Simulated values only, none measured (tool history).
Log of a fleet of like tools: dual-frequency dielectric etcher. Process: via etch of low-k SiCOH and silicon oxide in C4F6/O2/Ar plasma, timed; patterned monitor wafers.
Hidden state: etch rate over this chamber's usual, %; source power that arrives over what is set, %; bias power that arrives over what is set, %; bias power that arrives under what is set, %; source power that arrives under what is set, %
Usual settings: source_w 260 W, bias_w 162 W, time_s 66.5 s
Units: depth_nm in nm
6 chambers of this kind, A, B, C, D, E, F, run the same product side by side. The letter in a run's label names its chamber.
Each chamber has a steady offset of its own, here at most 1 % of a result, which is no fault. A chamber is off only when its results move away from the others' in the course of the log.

run   hour  source_w  bias_w  time_s  hours since the last wet clean  hours since the last source power generator calibration  hours since the last bias power generator calibration  read-back reference wafer on the same gauge, depth_nm  depth_nm
 1E    4.2       260     162    66.5                           329.5                                                    596.3                                                 3018.9                                                 136.93    142.02
 2D    9.1       260     162    66.5                           250.2                                                   2690.3                                                  311.9                                                 136.95    142.94
 3A   16.4       260     162    66.5                            39.3                                                   3126.3                                                 3029.9                                                 136.98    141.01
 4F   20.8       260     162    66.5                           143.1                                                   1017.0                                                 3090.3                                                 136.88    142.68
 5B   27.8       260     162    66.5                           160.7                                                   1316.3                                                 1268.8                                                 136.87    142.20
 6C   32.3       260     148    66.5                            33.2                                                   1743.8                                                 2291.5                                                 136.87    138.90
 7F   37.0       260     148    66.5                           159.3                                                   1033.2                                                 3106.5                                                 136.85    138.79
 8A   41.0       260     148    66.5                            63.9                                                   3150.9                                                 3054.5                                                 136.76    136.46
 9C   48.1       260     148    66.5                            49.0                                                   1759.6                                                 2307.3                                                 136.82    139.00
10E   55.0       260     148    66.5                           380.3                                                    647.1                                                 3069.7                                                 136.79    138.06
11B   58.5       260     148    66.5                           191.4                                                   1347.0                                                 1299.5                                                 136.75    137.61
12D   65.0       260     162    66.5                           306.1                                                   2746.2                                                  367.8                                                 136.72    142.58
13D   71.9       260     162    66.5                           313.0                                                   2753.1                                                  374.7                                                 136.64    142.03
14F   75.9       260     162    66.5                           198.2                                                   1072.1                                                 3145.4                                                 136.67    142.49
15E   81.9       260     162    66.5                           407.2                                                    674.0                                                 3096.6                                                 136.72    141.37
      86.2  -- chamber B: source power generator calibrated
16A   86.2       260     162    66.5                           109.1                                                   3196.1                                                 3099.7                                                 136.61    140.26
      90.9  -- chamber D: wet clean of the chamber
17C   91.3       260     162    66.5                            92.2                                                   1802.8                                                 2350.5                                                 136.63    142.55
18B   95.8       260     162    66.5                           228.7                                                      9.7                                                 1336.8                                                 136.63    141.49
19A  100.9       260     162    66.5                           123.8                                                   3210.8                                                 3114.4                                                 136.50    139.93
20D  106.6       260     162    66.5                            15.8                                                   2787.8                                                  409.4                                                 136.55    142.19
21F  111.0       260     162    66.5                           233.3                                                   1107.2                                                 3180.5                                                 136.58    142.60
     112.9  -- chamber E: wet clean of the chamber
22B  115.1       260     162    66.5                           248.0                                                     29.0                                                 1356.1                                                 136.54    141.49
23C  122.4       260     162    66.5                           123.3                                                   1833.9                                                 2381.6                                                 136.46    142.26
24E  128.9       260     162    66.5                            16.1                                                    721.0                                                 3143.6                                                 136.44    141.24
25B  134.4       260     162    66.5                           267.3                                                     48.3                                                 1375.4                                                 136.46    141.76
26F  140.1       260     162    66.5                           262.4                                                   1136.3                                                 3209.6                                                 136.41    142.06
27E  143.9       260     162    66.5                            31.1                                                    736.0                                                 3158.6                                                 136.40    141.66
     146.9  -- chamber C: bias power generator calibrated
28A  148.0       260     150    79.5                           170.9                                                   3257.9                                                 3161.5                                                 136.38    163.16
29D  152.9       260     150    79.5                            62.1                                                   2834.1                                                  455.7                                                 136.31    165.35
30C  157.6       260     150    79.5                           158.5                                                   1869.1                                                   10.8                                                 136.34    165.72
31B  163.1       260     150    79.5                           296.0                                                     77.0                                                 1404.1                                                 136.31    164.85
32C  168.5       260     150    79.5                           169.4                                                   1880.0                                                   21.7                                                 136.29    165.73
33A  173.7       260     150    79.5                           196.6                                                   3283.6                                                 3187.2                                                 136.28    163.50
34D  179.3       260     162    73.5                            88.5                                                   2860.5                                                  482.1                                                 136.26    157.12
35E  184.3       260     162    73.5                            71.5                                                    776.4                                                 3199.0                                                 136.20    156.40
36F  188.3       260     162    73.5                           310.6                                                   1184.5                                                 3257.8                                                 136.18    156.76
37D  194.2       260     162    73.5                           103.4                                                   2875.4                                                  497.0                                                 136.17    157.02
38F  200.8       260     162    73.5                           323.1                                                   1197.0                                                 3270.3                                                 136.18    156.32

Is one chamber off against the others, does the gauge drift, or is nothing wrong? If a chamber is off, say which, and what the likeliest cause is.

The gauge drifts, so all chambers seem to drift together. No chamber is off.
Cause: gauge reads low (%) = 0.64.
